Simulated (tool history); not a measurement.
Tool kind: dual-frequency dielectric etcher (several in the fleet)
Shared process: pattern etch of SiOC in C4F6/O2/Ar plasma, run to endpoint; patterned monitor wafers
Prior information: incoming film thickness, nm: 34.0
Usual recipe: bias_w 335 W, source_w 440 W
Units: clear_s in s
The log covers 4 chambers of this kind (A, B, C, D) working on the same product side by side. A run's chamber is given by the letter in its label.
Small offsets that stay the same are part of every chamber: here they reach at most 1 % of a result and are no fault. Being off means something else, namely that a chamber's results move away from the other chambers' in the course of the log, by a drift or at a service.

run,hour,bias_w,source_w,clear_s
1C,3,335,440,12.689
2B,8.3,335,440,12.727
3A,12.8,335,440,12.866
4D,17.1,335,440,12.766
5B,19.9,335,490,12.217
6A,24.2,335,490,12.359
7D,27.3,335,490,12.347
8C,32.2,335,490,12.195
9A,37.6,335,440,12.795
10D,41.2,335,440,12.785
11C,45.8,335,440,12.738
12B,48.8,335,440,12.717
13C,52.6,335,440,12.755
14B,55.4,335,440,12.644
15A,58.4,335,440,12.955
16D,62,335,440,12.73
# hour 63.4: chamber D: wet clean of the chamber
17C,64.6,335,440,12.709
18B,69.4,335,440,12.784
19A,74.5,335,440,12.965
20D,79.5,335,440,12.71
21A,84.2,335,440,13.072
# hour 86.5: chamber C: wet clean of the chamber
22D,89.4,335,440,12.787
23B,92.5,373,440,12.248
24C,96.9,373,440,12.156

All chambers now run identical settings, listed one chamber a line with results as question marks. What results will each chamber show?
25A,101,335,440,?
25B,101,335,440,?
25C,101,335,440,?
25D,101,335,440,?

run,clear_s
25A,13.181
25B,12.755
25C,12.752
25D,12.818
